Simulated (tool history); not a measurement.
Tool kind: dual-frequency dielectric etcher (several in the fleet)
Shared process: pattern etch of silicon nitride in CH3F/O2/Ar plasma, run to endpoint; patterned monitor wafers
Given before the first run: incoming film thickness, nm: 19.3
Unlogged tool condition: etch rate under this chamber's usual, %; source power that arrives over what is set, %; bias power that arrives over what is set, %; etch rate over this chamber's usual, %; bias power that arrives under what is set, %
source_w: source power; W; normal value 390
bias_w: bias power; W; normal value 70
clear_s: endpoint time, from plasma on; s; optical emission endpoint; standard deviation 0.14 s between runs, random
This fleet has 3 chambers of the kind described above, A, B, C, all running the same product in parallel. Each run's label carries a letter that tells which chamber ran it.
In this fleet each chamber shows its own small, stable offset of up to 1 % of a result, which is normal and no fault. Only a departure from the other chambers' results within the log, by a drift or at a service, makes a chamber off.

| run | hour | source_w | bias_w | hours since the last wet clean | hours since the last source power generator calibration | hours since the last bias power generator calibration | clear_s |
|---|---|---|---|---|---|---|---|
| 1A | 4.8 | 390 | 70 | 410.4 | 1861.9 | 1795.7 | 28.185 |
| 2C | 13.4 | 390 | 70 | 81.5 | 889.8 | 697.8 | 28.79 |
| 3B | 18.5 | 390 | 70 | 231.9 | 2359.2 | 357.8 | 28.277 |
| 4A | 26.3 | 390 | 70 | 431.9 | 1883.4 | 1817.2 | 28.398 |
| 5C | 34.9 | 390 | 70 | 103 | 911.3 | 719.3 | 28.558 |
| 6B | 41.1 | 350 | 77 | 254.5 | 2381.8 | 380.4 | 28.494 |
| 7B | 45.2 | 350 | 77 | 258.6 | 2385.9 | 384.5 | 28.481 |
| 8C | 52.8 | 350 | 77 | 120.9 | 929.2 | 737.2 | 28.787 |
| 9A | 57.8 | 460 | 78 | 463.4 | 1914.9 | 1848.7 | 25.873 |
| 10B | 64.2 | 460 | 78 | 277.6 | 2404.9 | 403.5 | 26.003 |
| 11C | 69 | 460 | 78 | 137.1 | 945.4 | 753.4 | 26.136 |
| 12A | 74.5 | 390 | 70 | 480.1 | 1931.6 | 1865.4 | 28.395 |
| 13B | 78.8 | 390 | 70 | 292.2 | 2419.5 | 418.1 | 28.54 |
| 14A | 87.4 | 340 | 78 | 493 | 1944.5 | 1878.3 | 28.885 |
| 15C | 95.6 | 340 | 78 | 163.7 | 972 | 780 | 28.659 |
| 16C | 102 | 340 | 78 | 170.1 | 978.4 | 786.4 | 29.162 |
| 17A | 106.6 | 390 | 70 | 512.2 | 1963.7 | 1897.5 | 28.187 |
| 18B | 113.9 | 390 | 70 | 327.3 | 2454.6 | 453.2 | 28.586 |
| 19C | 120.3 | 390 | 70 | 188.4 | 996.7 | 804.7 | 28.606 |
| 20A | 124.1 | 390 | 70 | 529.7 | 1981.2 | 1915 | 28.546 |
| 21B | 131.7 | 390 | 70 | 345.1 | 2472.4 | 471 | 28.185 |
| 22B | 135.6 | 390 | 70 | 349 | 2476.3 | 474.9 | 28.576 |
| 23C | 143.3 | 390 | 70 | 211.4 | 1019.7 | 827.7 | 28.681 |
| 24A | 148.9 | 390 | 70 | 554.5 | 2006 | 1939.8 | 28.308 |
| 25B | 156.6 | 390 | 70 | 370 | 2497.3 | 495.9 | 28.278 |
| 26C | 163.2 | 390 | 70 | 231.3 | 1039.6 | 847.6 | 28.6 |
| 27A | 169.3 | 390 | 70 | 574.9 | 2026.4 | 1960.2 | 28.309 |
|  | 177.3 | chamber A: wet clean of the chamber |
| 28B | 177.5 | 390 | 70 | 390.9 | 2518.2 | 516.8 | 28.337 |
|  | 181.5 | chamber A: bias power generator calibrated |
| 29A | 182.4 | 340 | 59 | 5.2 | 2039.5 | 0.9 | 31.562 |
| 30C | 186.3 | 340 | 59 | 254.4 | 1062.7 | 870.7 | 32.333 |
| 31A | 193.1 | 340 | 59 | 15.9 | 2050.2 | 11.6 | 31.916 |

Decide between three cases: one chamber stands off from its peers, the gauge reading all wafers drifts, or nothing is wrong past each chamber's small offset. Where a chamber is off, say which and what most likely put it there.

The fleet is healthy, with each chamber sitting at its usual small offset and no drift in the gauge.
